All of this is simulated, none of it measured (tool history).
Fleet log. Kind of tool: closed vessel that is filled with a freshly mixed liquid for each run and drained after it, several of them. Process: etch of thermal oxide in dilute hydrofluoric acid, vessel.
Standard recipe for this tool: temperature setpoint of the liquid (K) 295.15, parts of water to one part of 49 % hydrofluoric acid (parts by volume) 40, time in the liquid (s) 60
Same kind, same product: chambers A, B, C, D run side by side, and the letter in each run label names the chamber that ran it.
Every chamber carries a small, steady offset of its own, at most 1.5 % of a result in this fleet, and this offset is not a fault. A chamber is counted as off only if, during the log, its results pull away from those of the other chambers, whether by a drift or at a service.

run    day  temperature setpoint of the liquid (K)  parts of water to one part of 49 % hydrofluoric acid (parts by volume)  time in the liquid (s)  read-back film thickness of the thermal oxide reference wafer, read on the same gauge (nm)  thickness taken off the thermal oxide on a monitor wafer (nm)
 1D  0.146                                  295.15                                                                      40                      60                                                                                      109.99                                                         6.6911
 2A  0.275                                  295.15                                                                      40                      60                                                                                      109.96                                                         6.6855
 3C  0.462                                  295.15                                                                      40                      60                                                                                      110.01                                                         6.7634
 4B  0.604                                  295.15                                                                      40                      60                                                                                      109.99                                                         6.8349
 5A  0.729                                  295.15                                                                      40                      60                                                                                      110.01                                                         6.8002
 6B  0.829                                  295.15                                                                      40                      60                                                                                         110                                                         6.8923
 7C  0.958                                  297.15                                                                      40                      60                                                                                      110.03                                                         7.4635
 8D  1.062                                  297.15                                                                      40                      60                                                                                      110.02                                                         7.2432
 9B  1.196                                  297.15                                                                      40                      60                                                                                      109.97                                                         7.3462
10C  1.304                                  297.15                                                                      40                      60                                                                                      109.98                                                         7.4456
11D  1.462                                  295.15                                                                      40                      60                                                                                      110.02                                                         6.7726
12A  1.546                                  295.15                                                                      40                      60                                                                                      109.99                                                         6.6758
13C  1.654                                  295.15                                                                      40                      60                                                                                      109.99                                                           6.97
14B  1.829                                  295.15                                                                      40                      60                                                                                      110.01                                                         6.8382
15D  1.946                                  295.15                                                                      40                      60                                                                                      109.99                                                         6.6746
16A  2.058                                  295.15                                                                      40                      60                                                                                         110                                                         6.7082
17B  2.146                                  295.15                                                                      40                      60                                                                                      110.01                                                         6.8214
18C  2.254                                  295.15                                                                      40                      60                                                                                      110.03                                                         7.0135
19D  2.438                                  295.15                                                                      40                      60                                                                                      110.04                                                         6.7636
20A  2.533                                  295.15                                                                      40                      60                                                                                      110.01                                                         6.7929
21B  2.688                                  295.15                                                                      40                      60                                                                                      109.99                                                         6.8322
22A  2.775                                  295.15                                                                      40                      60                                                                                         110                                                         6.6846
23D  2.879                                  295.15                                                                      40                      60                                                                                      110.01                                                         6.7789
24C  3.021                                  295.15                                                                      30                      60                                                                                      109.97                                                         9.6865
25B    3.1                                  295.15                                                                      30                      60                                                                                      109.98                                                          9.348
26A  3.267                                  295.15                                                                      30                      60                                                                                      109.98                                                         9.0893
27C  3.433                                  295.15                                                                      30                      60                                                                                         110                                                         9.5157
28D  3.546                                  295.15                                                                      40                      60                                                                                      109.99                                                         6.7335
     3.558  -- chamber D: thermometer replaced
29D  3.692                                  295.15                                                                      40                      60                                                                                      109.98                                                         6.6651
30A  3.779                                  295.15                                                                      40                      60                                                                                      109.97                                                         6.7533
31C  3.954                                  295.15                                                                      40                      60                                                                                         110                                                         7.1724
32B  4.129                                  295.15                                                                      40                      60                                                                                         110                                                         6.8333
33A  4.279                                  295.15                                                                      40                      60                                                                                      110.01                                                         6.7591
34C  4.383                                  295.15                                                                      40                      60                                                                                      109.99                                                         7.2559
35B  4.492                                  295.15                                                                      40                      60                                                                                      109.99                                                         6.8759
36D  4.629                                  295.15                                                                      40                      60                                                                                      110.01                                                         6.6555
37C   4.75                                  295.15                                                                      40                      60                                                                                         110                                                          7.222
38D  4.862                                  295.15                                                                      40                      60                                                                                      109.99                                                         6.8192
39A  4.975                                  295.15                                                                      40                      60                                                                                      110.02                                                         6.6815
40B  5.121                                  295.15                                                                      40                      60                                                                                      109.98                                                         6.9319
41A  5.304                                  295.15                                                                      40                      60                                                                                      110.02                                                         6.7432

Is one chamber off against the others, does the gauge drift, or is nothing wrong? If a chamber is off, say which, and what the likeliest cause is.

Chamber C drifts away from the others.
What lies behind it: liquid hotter than its thermometer reads (K) = 1.75.
The log may not tell that from: hydrofluoric acid flow above the setpoint (%).

Here are 4 candidates for chamber C's next run, each the usual settings with a change, their results left as question marks. Which one brings its results back in line with what the others give on the usual settings?
In-line tolerance around the mean of the other chambers on the usual settings: thickness taken off the thermal oxide on a monitor wafer (nm) 0.16
42C-1  5.438                                  295.15                                                                      45                      60                                                                                                                                                          ?
42C-2  5.438                                  295.15                                                                      40                      55                                                                                                                                                          ?
42C-3  5.438                                  298.15                                                                      40                      60                                                                                                                                                          ?
42C-4  5.438                                  295.15                                                                      40                      65                                                                                                                                                          ?

The mean the other chambers reach with the usual settings: thickness taken off the thermal oxide on a monitor wafer (nm) 6.7737
  run  thickness taken off the thermal oxide on a monitor wafer (nm)
42C-1                                                         6.4716
42C-2                                                         6.7278
42C-3                                                         8.2923
42C-4                                                         7.9511
42C-2 brings the chamber back in line.
